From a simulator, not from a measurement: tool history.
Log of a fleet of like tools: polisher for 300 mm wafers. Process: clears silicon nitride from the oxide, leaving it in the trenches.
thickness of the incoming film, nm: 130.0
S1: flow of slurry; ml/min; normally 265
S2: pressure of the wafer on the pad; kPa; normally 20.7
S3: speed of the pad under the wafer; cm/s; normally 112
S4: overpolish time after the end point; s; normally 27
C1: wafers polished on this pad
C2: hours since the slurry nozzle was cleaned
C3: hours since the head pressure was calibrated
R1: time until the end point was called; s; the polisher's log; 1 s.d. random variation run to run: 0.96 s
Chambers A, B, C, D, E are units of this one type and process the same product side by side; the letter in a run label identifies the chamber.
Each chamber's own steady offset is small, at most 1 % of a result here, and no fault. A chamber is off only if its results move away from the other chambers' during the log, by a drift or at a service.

-- hour=1 chamber A: worn pad replaced by a new one
-- hour=5.5 chamber C: worn pad replaced by a new one
run 1A hour=12.5 | S1=265 S2=20.7 S3=112 S4=27 | C1=58 C2=477.3 C3=404.8 | R1=102.24
-- hour=13.5 chamber D: head pressure recalibrated
run 2B hour=26.4 | S1=265 S2=20.7 S3=112 S4=27 | C1=727 C2=319.5 C3=791.1 | R1=102.49
run 3C hour=39.9 | S1=265 S2=20.7 S3=112 S4=27 | C1=173 C2=172 C3=620.1 | R1=102.92
-- hour=47.2 chamber B: worn pad replaced by a new one
run 4E hour=47.9 | S1=265 S2=20.7 S3=112 S4=27 | C1=435 C2=149.6 C3=549.1 | R1=101.43
run 5D hour=58.9 | S1=205 S2=20.7 S3=86 S4=27 | C1=797 C2=415.2 C3=45.4 | R1=139.66
run 6E hour=72.9 | S1=205 S2=20.7 S3=86 S4=27 | C1=561 C2=174.6 C3=574.1 | R1=136.61
run 7D hour=81.4 | S1=205 S2=20.7 S3=86 S4=27 | C1=911 C2=437.7 C3=67.9 | R1=139.29
-- hour=85.9 chamber D: worn pad replaced by a new one
run 8C hour=90.4 | S1=205 S2=20.7 S3=86 S4=27 | C1=428 C2=222.5 C3=670.6 | R1=133.74
run 9A hour=102.7 | S1=205 S2=20.7 S3=86 S4=27 | C1=513 C2=567.5 C3=495 | R1=135.89
-- hour=106.9 chamber E: worn pad replaced by a new one
run 10B hour=112.4 | S1=265 S2=20.7 S3=112 S4=27 | C1=328 C2=405.5 C3=877.1 | R1=98.82
run 11B hour=121.4 | S1=265 S2=20.7 S3=112 S4=27 | C1=374 C2=414.5 C3=886.1 | R1=101.42
run 12D hour=134.4 | S1=265 S2=20.7 S3=112 S4=27 | C1=244 C2=490.7 C3=120.9 | R1=103.35
run 13E hour=147.9 | S1=265 S2=20.7 S3=112 S4=27 | C1=207 C2=249.6 C3=649.1 | R1=100.15
-- hour=151.1 chamber A: worn pad replaced by a new one
run 14C hour=161.9 | S1=265 S2=20.7 S3=112 S4=27 | C1=789 C2=294 C3=742.1 | R1=101.68
run 15A hour=175 | S1=265 S2=20.7 S3=112 S4=27 | C1=121 C2=639.8 C3=567.3 | R1=99.283
run 16E hour=183.1 | S1=265 S2=20.7 S3=112 S4=27 | C1=384 C2=284.8 C3=684.3 | R1=102.84
run 17C hour=189.3 | S1=265 S2=20.7 S3=112 S4=27 | C1=927 C2=321.4 C3=769.5 | R1=100.19
-- hour=195.4 chamber B: head pressure recalibrated
run 18A hour=200.8 | S1=265 S2=20.7 S3=112 S4=27 | C1=251 C2=665.6 C3=593.1 | R1=102.21
-- hour=207.4 chamber B: worn pad replaced by a new one
run 19B hour=211.4 | S1=265 S2=20.7 S3=112 S4=27 | C1=20 C2=504.5 C3=16 | R1=92.274
-- hour=213.5 chamber C: slurry nozzle cleaned
run 20D hour=221.2 | S1=265 S2=20.7 S3=112 S4=27 | C1=682 C2=577.5 C3=207.7 | R1=103.83
run 21B hour=234.5 | S1=265 S2=20.7 S3=112 S4=27 | C1=136 C2=527.6 C3=39.1 | R1=91.263
run 22D hour=240.8 | S1=265 S2=20.7 S3=112 S4=27 | C1=781 C2=597.1 C3=227.3 | R1=101.87
run 23C hour=252.9 | S1=265 S2=20.7 S3=112 S4=27 | C1=1248 C2=39.5 C3=833.1 | R1=101.5
-- hour=265.1 chamber E: worn pad replaced by a new one
-- hour=265.6 chamber D: worn pad replaced by a new one
run 24A hour=266 | S1=265 S2=20.7 S3=112 S4=27 | C1=580 C2=730.8 C3=658.3 | R1=101.71
run 25E hour=275.3 | S1=265 S2=20.7 S3=130 S4=27 | C1=51 C2=377 C3=776.5 | R1=88.125
run 26E hour=283.3 | S1=265 S2=20.7 S3=130 S4=27 | C1=91 C2=385 C3=784.5 | R1=86.997
run 27A hour=296.4 | S1=265 S2=20.7 S3=130 S4=27 | C1=733 C2=761.2 C3=688.7 | R1=86.45
run 28B hour=303.5 | S1=265 S2=20.7 S3=130 S4=27 | C1=484 C2=596.6 C3=108.1 | R1=77.632
-- hour=304.3 chamber C: worn pad replaced by a new one
run 29C hour=309.9 | S1=265 S2=20.7 S3=130 S4=27 | C1=28 C2=96.5 C3=890.1 | R1=86.751
run 30D hour=322.4 | S1=265 S2=16.5 S3=112 S4=27 | C1=286 C2=678.7 C3=308.9 | R1=127.68
run 31D hour=335.4 | S1=265 S2=16.5 S3=112 S4=27 | C1=352 C2=691.7 C3=321.9 | R1=126.85
run 32B hour=341.6 | S1=265 S2=16.5 S3=112 S4=27 | C1=677 C2=634.7 C3=146.2 | R1=114.08
run 33C hour=348.7 | S1=265 S2=16.5 S3=112 S4=27 | C1=224 C2=135.3 C3=928.9 | R1=123.88

Is one chamber out of step, is the gauge drifting, or do the chambers differ by no more than their own small offsets? For an off chamber, give its letter and the likeliest cause.

A service left chamber B off against the others.
Cause: head's pressure above its setpoint, % = 10.5.

Below are 4 candidate recipes for chamber B's next run, each the usual settings with a change, their results shown as question marks. Which of them brings B's results back in line with what the other chambers give on the usual settings?
Counts as in line when no further than this from what the other chambers average on the usual settings: R1 3.4 s
run 34B-1 hour=358.8 | S1=270 S2=20.7 S3=132 S4=27 | R1=?
run 34B-2 hour=358.8 | S1=265 S2=22.1 S3=118 S4=27 | R1=?
run 34B-3 hour=358.8 | S1=265 S2=19.3 S3=102 S4=27 | R1=?
run 34B-4 hour=358.8 | S1=260 S2=18.6 S3=112 S4=27 | R1=?

The mean the other chambers reach with the usual settings: R1 101.77 s
run=34B-1 R1=77.052
run=34B-2 R1=80.977
run=34B-3 R1=107
run=34B-4 R1=101.24
With 34B-4, the chamber falls back in line with the rest.
